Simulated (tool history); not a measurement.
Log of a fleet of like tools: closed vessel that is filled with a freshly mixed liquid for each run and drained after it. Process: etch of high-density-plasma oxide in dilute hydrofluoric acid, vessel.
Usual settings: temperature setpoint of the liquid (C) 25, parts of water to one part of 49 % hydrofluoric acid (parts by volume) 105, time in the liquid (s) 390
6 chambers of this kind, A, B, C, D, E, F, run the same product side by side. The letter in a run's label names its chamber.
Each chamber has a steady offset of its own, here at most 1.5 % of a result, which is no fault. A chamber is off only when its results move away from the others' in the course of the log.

| run | hour | temperature setpoint of the liquid (C) | parts of water to one part of 49 % hydrofluoric acid (parts by volume) | time in the liquid (s) | hours since the thermometer was replaced | hours since the hydrofluoric acid flow meter was replaced | read-back film thickness of the high-density-plasma oxide reference wafer, read on the same gauge (nm) | thickness taken off the high-density-plasma oxide on a monitor wafer (angstrom) |
|---|---|---|---|---|---|---|---|---|
| 1B | 8.3 | 25 | 105 | 390 | 1072.6 | 415.5 | 39.970 | 198.22 |
| 2F | 13.1 | 25 | 105 | 390 | 1568.2 | 695.4 | 40.011 | 197.08 |
| 3E | 17.5 | 25 | 105 | 390 | 954.6 | 1994.5 | 39.984 | 194.27 |
| 4A | 26.6 | 25 | 105 | 390 | 2025.7 | 250.5 | 40.008 | 197.27 |
|  | 34.2 | chamber E: hydrofluoric acid flow meter replaced |
| 5C | 34.9 | 25 | 105 | 390 | 1898.2 | 1098.4 | 39.947 | 197.31 |
|  | 39.8 | chamber A: thermometer replaced |
| 6D | 42.6 | 25 | 105 | 390 | 469.5 | 1204.9 | 39.983 | 195.34 |
| 7C | 48.5 | 25 | 105 | 390 | 1911.8 | 1112.0 | 40.002 | 194.92 |
| 8B | 55.7 | 25 | 135 | 390 | 1120.0 | 462.9 | 40.025 | 148.59 |
| 9D | 61.5 | 25 | 135 | 390 | 488.4 | 1223.8 | 40.037 | 146.50 |
|  | 62.0 | chamber C: hydrofluoric acid flow meter replaced |
| 10E | 69.1 | 25 | 135 | 390 | 1006.2 | 35.0 | 40.007 | 146.20 |
| 11F | 77.6 | 25 | 135 | 390 | 1632.7 | 759.9 | 40.022 | 146.70 |
| 12A | 86.5 | 25 | 135 | 390 | 46.7 | 310.4 | 39.982 | 147.19 |
| 13C | 93.8 | 25 | 135 | 390 | 1957.1 | 31.8 | 39.990 | 146.56 |
| 14A | 102.3 | 25 | 105 | 390 | 62.5 | 326.2 | 39.989 | 193.81 |
| 15B | 109.0 | 25 | 105 | 390 | 1173.3 | 516.2 | 39.998 | 197.90 |
| 16E | 114.9 | 25 | 105 | 390 | 1052.0 | 80.8 | 39.996 | 193.58 |
| 17F | 119.6 | 25 | 105 | 390 | 1674.7 | 801.9 | 40.005 | 193.68 |
| 18D | 126.9 | 25 | 105 | 390 | 553.8 | 1289.2 | 40.001 | 197.56 |
| 19D | 136.5 | 25 | 105 | 390 | 563.4 | 1298.8 | 39.994 | 198.60 |
| 20C | 144.8 | 25 | 105 | 390 | 2008.1 | 82.8 | 39.993 | 196.23 |
| 21E | 151.6 | 25 | 105 | 390 | 1088.7 | 117.5 | 39.959 | 194.10 |
| 22B | 158.9 | 25 | 105 | 390 | 1223.2 | 566.1 | 39.970 | 196.53 |
| 23A | 167.9 | 25 | 105 | 390 | 128.1 | 391.8 | 40.006 | 197.10 |
| 24F | 174.7 | 25 | 105 | 390 | 1729.8 | 857.0 | 40.018 | 189.83 |
| 25A | 181.6 | 25 | 105 | 390 | 141.8 | 405.5 | 40.016 | 195.76 |
| 26F | 190.4 | 25 | 105 | 390 | 1745.5 | 872.7 | 39.990 | 188.63 |
| 27D | 196.9 | 25 | 105 | 390 | 623.8 | 1359.2 | 39.996 | 197.24 |
| 28E | 203.9 | 25 | 105 | 390 | 1141.0 | 169.8 | 39.983 | 192.92 |
| 29C | 210.6 | 25 | 105 | 390 | 2073.9 | 148.6 | 39.979 | 196.57 |
| 30B | 219.4 | 25 | 105 | 390 | 1283.7 | 626.6 | 39.981 | 197.02 |
| 31F | 225.7 | 25 | 105 | 390 | 1780.8 | 908.0 | 40.023 | 186.08 |
| 32B | 230.5 | 25 | 105 | 390 | 1294.8 | 637.7 | 39.995 | 199.01 |
| 33E | 240.0 | 25 | 90 | 280 | 1177.1 | 205.9 | 39.994 | 165.71 |
| 34D | 247.4 | 25 | 90 | 280 | 674.3 | 1409.7 | 39.990 | 166.34 |
|  | 251.2 | chamber F: hydrofluoric acid flow meter replaced |
| 35A | 254.0 | 25 | 90 | 280 | 214.2 | 477.9 | 40.015 | 166.35 |
| 36C | 260.2 | 25 | 90 | 280 | 2123.5 | 198.2 | 40.020 | 167.55 |
| 37F | 265.2 | 25 | 90 | 280 | 1820.3 | 14.1 | 39.970 | 156.81 |

All 6 chambers run these settings next. Forecast each chamber's results:
| 38A | 272.3 | 25 | 105 | 390 |  |  |  | ? |
| 38B | 272.3 | 25 | 105 | 390 |  |  |  | ? |
| 38C | 272.3 | 25 | 105 | 390 |  |  |  | ? |
| 38D | 272.3 | 25 | 105 | 390 |  |  |  | ? |
| 38E | 272.3 | 25 | 105 | 390 |  |  |  | ? |
| 38F | 272.3 | 25 | 105 | 390 |  |  |  | ? |

| run | thickness taken off the high-density-plasma oxide on a monitor wafer (angstrom) |
|---|---|
| 38A | 197.74 |
| 38B | 197.54 |
| 38C | 195.28 |
| 38D | 196.06 |
| 38E | 193.54 |
| 38F | 182.53 |
